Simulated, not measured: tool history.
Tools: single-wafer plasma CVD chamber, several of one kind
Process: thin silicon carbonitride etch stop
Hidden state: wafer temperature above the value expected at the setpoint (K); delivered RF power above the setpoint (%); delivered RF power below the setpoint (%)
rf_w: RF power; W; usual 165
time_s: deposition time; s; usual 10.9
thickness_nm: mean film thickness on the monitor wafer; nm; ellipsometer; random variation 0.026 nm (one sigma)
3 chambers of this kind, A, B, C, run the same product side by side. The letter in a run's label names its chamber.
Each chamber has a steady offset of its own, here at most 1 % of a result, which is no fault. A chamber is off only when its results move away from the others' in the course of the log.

run,hour,rf_w,time_s,hours since the last thermocouple change,hours since the last RF generator calibration,"read-back reference wafer on the same gauge, thickness_nm",thickness_nm
1A,8.8,165,10.9,535.1,763.0,5.7000,5.8878
2B,15.1,165,10.9,1130.6,325.8,5.6996,5.8071
3C,22.4,165,10.9,62.2,1105.2,5.6972,5.9171
4B,29.5,165,10.9,1145.0,340.2,5.7064,5.8658
5A,40.6,165,10.9,566.9,794.8,5.6921,5.8102
6C,48.2,145,12.5,88.0,1131.0,5.7014,6.5073
7A,57.1,145,12.5,583.4,811.3,5.6982,6.4876
8B,66.7,145,12.5,1182.2,377.4,5.6960,6.4620
9C,73.5,165,10.9,113.3,1156.3,5.7056,5.8656
10B,78.8,165,10.9,1194.3,389.5,5.6923,5.8399
11A,85.9,165,10.9,612.2,840.1,5.7046,5.9613
12C,93.4,165,10.9,133.2,1176.2,5.7029,5.8467
13B,101.3,165,10.9,1216.8,412.0,5.7016,5.8150
14A,109.5,165,12.6,635.8,863.7,5.6993,6.8252
15C,115.0,165,12.6,154.8,1197.8,5.6991,6.7825
16B,120.0,165,12.6,1235.5,430.7,5.6957,6.7086
17A,126.1,165,10.9,652.4,880.3,5.6996,5.8850
18C,131.9,165,10.9,171.7,1214.7,5.7004,5.8720
19B,137.9,165,10.9,1253.4,448.6,5.6943,5.8468
20A,148.2,165,10.9,674.5,902.4,5.7004,5.8743
21C,158.8,165,10.9,198.6,1241.6,5.7006,5.9280
22A,168.5,165,10.9,694.8,922.7,5.6963,5.8419
23C,179.8,165,10.9,219.6,1262.6,5.6987,5.9100
24B,185.6,165,10.9,1301.1,496.3,5.7000,5.8665
25A,195.4,165,10.9,721.7,949.6,5.7007,5.9181
26C,206.2,165,10.9,246.0,1289.0,5.7031,5.8708
27B,213.5,165,10.9,1329.0,524.2,5.7000,5.7818
28A,220.2,165,10.9,746.5,974.4,5.7023,5.8404
29B,228.8,165,10.9,1344.3,539.5,5.6987,5.8110
30C,239.2,165,10.9,279.0,1322.0,5.6995,5.8802
31C,247.2,165,10.9,287.0,1330.0,5.6992,5.8938
32B,254.3,190,11.7,1369.8,565.0,5.6941,6.4854
33A,259.3,190,11.7,785.6,1013.5,5.7056,6.5864
34C,265.0,190,11.7,304.8,1347.8,5.6971,6.5120
35B,272.4,165,10.9,1387.9,583.1,5.7023,5.8881
36A,279.0,165,10.9,805.3,1033.2,5.6988,5.9105
37B,288.5,165,10.9,1404.0,599.2,5.6989,5.8411
38C,293.6,165,10.9,333.4,1376.4,5.7016,5.9080
39A,300.6,165,10.9,826.9,1054.8,5.7018,5.8466
40A,309.5,165,10.9,835.8,1063.7,5.6986,5.8744
41B,317.9,150,10.9,1433.4,628.6,5.7047,5.6440
42C,323.6,150,10.9,363.4,1406.4,5.7020,5.7351
43B,331.9,150,10.9,1447.4,642.6,5.6970,5.6591
44C,336.9,165,10.9,376.7,1419.7,5.7008,5.9168

Next, every chamber runs the same settings. What will each give?
45A,345.1,165,10.9,,,,?
45B,345.1,165,10.9,,,,?
45C,345.1,165,10.9,,,,?

run,thickness_nm
45A,5.8460
45B,5.8223
45C,5.8500

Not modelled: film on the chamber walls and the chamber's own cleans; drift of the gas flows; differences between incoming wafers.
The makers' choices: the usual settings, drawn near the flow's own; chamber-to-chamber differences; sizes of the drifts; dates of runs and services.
